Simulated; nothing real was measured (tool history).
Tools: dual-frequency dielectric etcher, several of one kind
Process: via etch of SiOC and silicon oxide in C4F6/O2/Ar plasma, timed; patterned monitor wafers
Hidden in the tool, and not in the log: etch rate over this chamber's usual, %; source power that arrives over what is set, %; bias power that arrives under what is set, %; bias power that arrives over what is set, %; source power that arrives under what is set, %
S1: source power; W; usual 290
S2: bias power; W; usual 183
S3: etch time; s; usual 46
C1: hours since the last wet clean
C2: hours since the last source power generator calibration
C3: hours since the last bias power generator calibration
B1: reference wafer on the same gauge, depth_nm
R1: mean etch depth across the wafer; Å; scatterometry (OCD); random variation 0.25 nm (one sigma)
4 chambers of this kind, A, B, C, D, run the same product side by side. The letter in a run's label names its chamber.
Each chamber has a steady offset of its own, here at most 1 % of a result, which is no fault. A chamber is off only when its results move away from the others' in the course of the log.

run,day,S1,S2,S3,C1,C2,C3,B1,R1
1D,0.354,290,183,46,464.4,2252.0,1539.0,48.489,459.37
# day 0.492: chamber B: bias power generator calibrated
2C,0.658,290,183,46,202.4,2094.3,1412.8,48.524,464.72
3A,1.017,290,183,46,238.2,552.6,2715.8,48.451,464.03
4B,1.425,290,183,46,527.7,4407.6,22.4,48.552,466.57
5C,1.733,290,183,46,228.2,2120.1,1438.6,48.523,465.22
6D,2.092,290,183,52,506.1,2293.7,1580.7,48.555,519.95
7B,2.321,290,183,52,549.2,4429.1,43.9,48.479,527.24
8A,2.754,290,183,52,279.9,594.3,2757.5,48.535,526.59
9D,2.946,290,183,52,526.6,2314.2,1601.2,48.449,517.11
10B,3.138,290,183,46,568.8,4448.7,63.5,48.475,459.74
11A,3.450,290,183,46,296.6,611.0,2774.2,48.466,462.46
12C,3.679,290,183,46,274.9,2166.8,1485.3,48.416,465.01
13B,4.021,290,183,46,590.0,4469.9,84.7,48.412,467.70
14D,4.379,290,183,46,561.0,2348.6,1635.6,48.483,461.84
15C,4.804,290,183,46,301.9,2193.8,1512.3,48.552,470.82
16A,5.179,290,183,46,338.1,652.5,2815.7,48.479,460.28
# day 5.292: chamber B: wet clean of the chamber
17D,5.533,290,183,46,588.7,2376.3,1663.3,48.540,462.94
18A,5.779,290,183,46,352.5,666.9,2830.1,48.499,459.47
19B,5.996,290,183,46,17.0,4517.3,132.1,48.481,464.52
20C,6.233,290,183,46,336.2,2228.1,1546.6,48.448,470.18
21D,6.479,290,183,46,611.4,2399.0,1686.0,48.522,461.53
22A,6.754,320,156,46,375.9,690.3,2853.5,48.517,458.45
23C,7.038,320,156,46,355.5,2247.4,1565.9,48.552,459.57
24B,7.225,320,156,46,46.5,4546.8,161.6,48.476,460.02
25B,7.496,320,156,46,53.0,4553.3,168.1,48.565,462.11
26D,7.783,290,183,46,642.7,2430.3,1717.3,48.494,459.19
27A,7.996,340,148,46,405.7,720.1,2883.3,48.467,461.60
28C,8.217,340,148,46,383.8,2275.7,1594.2,48.479,475.27
# day 8.500: chamber A: wet clean of the chamber
29D,8.629,340,148,46,663.0,2450.6,1737.6,48.475,457.35
30A,8.817,340,148,46,7.6,739.8,2903.0,48.449,457.50
31B,9.079,290,183,46,91.0,4591.3,206.1,48.475,461.39
# day 9.208: chamber D: wet clean of the chamber
32C,9.412,290,183,46,412.5,2304.4,1622.9,48.549,472.57
33A,9.679,290,183,46,28.3,760.5,2923.7,48.511,467.09
34D,10.062,290,183,46,20.5,2485.0,1772.0,48.457,457.18
35C,10.283,290,183,46,433.4,2325.3,1643.8,48.455,478.54
36B,10.717,290,183,46,130.3,4630.6,245.4,48.467,464.81
37B,10.912,290,183,46,135.0,4635.3,250.1,48.410,466.64
38C,11.112,290,183,46,453.3,2345.2,1663.7,48.502,482.77
39A,11.304,290,183,46,67.3,799.5,2962.7,48.467,468.06
40D,11.592,290,183,46,57.2,2521.7,1808.7,48.531,458.64
41B,11.892,290,183,38,158.5,4658.8,273.6,48.455,388.62
42A,12.233,290,183,38,89.6,821.8,2985.0,48.534,383.67

All 4 chambers run these settings next. Forecast each chamber's results:
43A,12.546,290,157,46,,,,,?
43B,12.546,290,157,46,,,,,?
43C,12.546,290,157,46,,,,,?
43D,12.546,290,157,46,,,,,?

run,R1
43A,445.35
43B,439.65
43C,458.13
43D,442.61
